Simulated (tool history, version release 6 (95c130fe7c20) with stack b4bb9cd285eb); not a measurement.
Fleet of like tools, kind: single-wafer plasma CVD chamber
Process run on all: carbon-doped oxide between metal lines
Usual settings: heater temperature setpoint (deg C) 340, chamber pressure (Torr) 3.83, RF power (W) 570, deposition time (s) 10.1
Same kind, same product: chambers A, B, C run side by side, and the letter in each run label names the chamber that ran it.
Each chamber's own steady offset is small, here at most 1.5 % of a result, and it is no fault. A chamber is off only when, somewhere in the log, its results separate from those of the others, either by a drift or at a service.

run	day	heater temperature setpoint (deg C)	chamber pressure (Torr)	RF power (W)	deposition time (s)	hours since the last thermocouple change	hours since the last RF generator calibration	hours since the last manometer calibration	read-back reference wafer on the same gauge, thickness_nm	mean film thickness on the monitor wafer (nm)
1A	0.421	340	3.83	570	10.1	1279.5	125.8	135.4	64.710	56.808
2B	0.867	340	3.83	570	10.1	965.5	1088.7	1104.8	64.669	57.132
3C	1.088	340	3.83	570	10.1	2116.7	1088.0	762.6	64.669	55.873
4A	1.479	340	3.83	570	10.1	1304.9	151.2	160.8	64.687	56.219
5B	1.950	340	3.83	570	10.1	991.5	1114.7	1130.8	64.633	56.865
6C	2.262	340	3.83	570	10.1	2144.9	1116.2	790.8	64.683	57.189
7C	2.738	340	3.83	570	9.5	2156.3	1127.6	802.2	64.629	53.705
8A	3.146	340	3.83	570	9.5	1344.9	191.2	200.8	64.767	53.568
9B	3.579	340	3.83	570	9.5	1030.6	1153.8	1169.9	64.638	53.883
10A	3.904	340	3.83	570	10.1	1363.1	209.4	219.0	64.753	56.008
11C	4.167	340	3.83	570	10.1	2190.6	1161.9	836.5	64.729	55.868
12B	4.658	340	3.83	570	10.1	1056.5	1179.7	1195.8	64.682	57.870
13B	4.946	340	3.83	570	10.1	1063.4	1186.6	1202.7	64.725	57.550
14C	5.283	340	3.83	570	10.1	2217.4	1188.7	863.3	64.651	55.867
15A	5.588	340	3.83	570	10.1	1403.5	249.8	259.4	64.664	56.031
16B	6.083	340	3.83	570	10.1	1090.7	1213.9	1230.0	64.681	57.178
17A	6.508	340	3.83	570	10.1	1425.6	271.9	281.5	64.621	56.261
18C	6.896	340	3.83	570	10.1	2256.1	1227.4	902.0	64.625	55.510
19B	7.367	340	3.83	570	10.1	1121.5	1244.7	1260.8	64.614	57.053
20C	7.758	340	3.83	570	10.1	2276.8	1248.1	922.7	64.675	55.558
21A	8.171	340	3.83	570	11.5	1465.5	311.8	321.4	64.823	63.824
22A	8.488	340	3.83	570	11.5	1473.1	319.4	329.0	64.697	64.109
23B	8.754	340	3.83	570	11.5	1154.8	1278.0	1294.1	64.707	65.229
24C	9.171	340	3.83	570	10.1	2310.7	1282.0	956.6	64.705	54.976
25C	9.621	340	3.83	570	10.1	2321.5	1292.8	967.4	64.714	54.852
26B	9.871	332	3.83	570	10.1	1181.6	1304.8	1320.9	64.714	59.484
27A	10.171	332	3.83	570	10.1	1513.5	359.8	369.4	64.636	57.070
28A	10.600	332	3.83	570	10.1	1523.8	370.1	379.7	64.682	57.687
29B	11.058	340	3.83	570	10.1	1210.1	1333.3	1349.4	64.676	57.158
30C	11.300	340	3.83	570	10.1	2361.8	1333.1	1007.7	64.744	54.277
31B	11.604	340	3.83	570	10.1	1223.2	1346.4	1362.5	64.715	57.708
32C	12.004	340	3.83	570	10.1	2378.7	1350.0	1024.6	64.654	54.462
33A	12.442	340	3.83	570	10.1	1568.0	414.3	423.9	64.640	56.168
34B	12.788	340	3.83	570	10.1	1251.6	1374.8	1390.9	64.713	57.613
35C	13.158	340	3.83	570	10.1	2406.4	1377.7	1052.3	64.651	53.991

Is one chamber out of step, is the gauge drifting, or do the chambers differ by no more than their own small offsets? For an off chamber, give its letter and the likeliest cause.

One chamber, C, drifts off from the rest bit by bit.
Likeliest cause: delivered RF power below the setpoint (%) = 6.79.

Below are 4 candidate recipes for chamber C's next run, each the usual settings with a change, their results shown as question marks. Which of them brings C's results back in line with what the other chambers give on the usual settings?
To be in line, a result may differ from the other chambers' mean on the usual settings by at most: mean film thickness on the monitor wafer (nm) 0.980
36C-1	13.521	339	3.86	585	10.4					?
36C-2	13.521	340	3.83	555	10.1					?
36C-3	13.521	340	3.84	575	10.2					?
36C-4	13.521	342	3.75	530	10.1					?

Other chambers, usual settings, mean: mean film thickness on the monitor wafer (nm) 56.906
run	mean film thickness on the monitor wafer (nm)
36C-1	56.607
36C-2	52.970
36C-3	54.726
36C-4	50.998
The right change is 36C-1: it brings the chamber back within the allowed miss of the others.

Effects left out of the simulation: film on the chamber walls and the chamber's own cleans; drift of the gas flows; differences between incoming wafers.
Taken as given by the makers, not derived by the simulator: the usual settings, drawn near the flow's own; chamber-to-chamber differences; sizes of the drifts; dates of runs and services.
